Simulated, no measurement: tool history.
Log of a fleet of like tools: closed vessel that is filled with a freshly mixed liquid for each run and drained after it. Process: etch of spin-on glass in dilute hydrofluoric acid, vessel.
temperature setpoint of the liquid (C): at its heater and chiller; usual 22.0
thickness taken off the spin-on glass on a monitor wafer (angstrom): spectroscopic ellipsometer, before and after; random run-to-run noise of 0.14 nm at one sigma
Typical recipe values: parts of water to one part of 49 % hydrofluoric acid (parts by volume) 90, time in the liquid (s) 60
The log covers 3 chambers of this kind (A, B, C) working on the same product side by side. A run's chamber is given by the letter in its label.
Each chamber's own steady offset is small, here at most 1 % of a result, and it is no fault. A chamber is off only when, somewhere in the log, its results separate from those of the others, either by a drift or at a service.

run,hour,temperature setpoint of the liquid (C),parts of water to one part of 49 % hydrofluoric acid (parts by volume),time in the liquid (s),hours since the thermometer was replaced,hours since the hydrofluoric acid flow meter was replaced,"read-back film thickness of the spin-on glass reference wafer, read on the same gauge (nm)",thickness taken off the spin-on glass on a monitor wafer (angstrom)
1C,3.9,22.0,90,60,639.9,1009.2,39.989,231.07
2A,7.4,22.0,90,60,884.5,71.5,39.985,233.74
3B,12.4,22.0,90,60,582.5,337.6,39.987,233.06
4C,17.1,22.0,90,60,653.1,1022.4,40.012,233.01
5A,23.1,22.0,90,60,900.2,87.2,40.002,233.55
6B,26.9,22.0,90,60,597.0,352.1,40.024,231.53
7A,31.5,22.0,90,75,908.6,95.6,40.013,288.46
8B,38.7,22.0,90,75,608.8,363.9,40.011,293.19
9C,43.3,22.0,90,75,679.3,1048.6,39.986,285.55
10C,47.2,18.5,90,60,683.2,1052.5,40.021,198.52
11B,50.9,18.5,90,60,621.0,376.1,40.013,203.57
12A,57.6,18.5,90,60,934.7,121.7,40.012,200.35
13C,64.1,22.0,90,60,700.1,1069.4,40.012,232.52
14A,70.1,23.5,90,60,947.2,134.2,40.018,244.22
15B,74.2,23.5,90,60,644.3,399.4,40.004,246.37
16B,81.3,23.5,90,60,651.4,406.5,40.017,248.83
17C,86.1,22.0,90,60,722.1,1091.4,40.031,230.27
18A,93.7,22.0,90,60,970.8,157.8,39.986,230.52
19C,97.6,22.0,90,60,733.6,1102.9,40.021,232.17
20A,101.4,22.0,90,60,978.5,165.5,39.980,229.86
21B,107.3,22.0,90,60,677.4,432.5,39.972,228.33
22A,113.9,22.0,90,60,991.0,178.0,40.011,230.94
23C,120.6,22.0,90,60,756.6,1125.9,40.002,231.61
24B,128.1,22.0,90,60,698.2,453.3,39.993,227.13
25B,134.9,22.0,90,60,705.0,460.1,40.010,226.09
26C,140.8,22.0,90,60,776.8,1146.1,40.005,230.44
27A,148.1,22.0,90,60,1025.2,212.2,39.969,230.98
28B,152.9,22.0,90,60,723.0,478.1,39.987,223.12
29C,157.4,22.0,90,60,793.4,1162.7,39.977,229.21
30A,161.8,22.0,90,60,1038.9,225.9,40.004,229.07
31A,169.2,22.0,90,60,1046.3,233.3,39.966,230.42
32B,173.5,22.0,90,60,743.6,498.7,39.962,219.19
33C,177.4,22.0,90,60,813.4,1182.7,39.988,227.95

Each of the 3 chambers runs these same settings next. Fill in every chamber's results:
34A,182.8,22.0,130,60,,,,?
34B,182.8,22.0,130,60,,,,?
34C,182.8,22.0,130,60,,,,?

run,thickness taken off the spin-on glass on a monitor wafer (angstrom)
34A,153.73
34B,145.84
34C,153.22
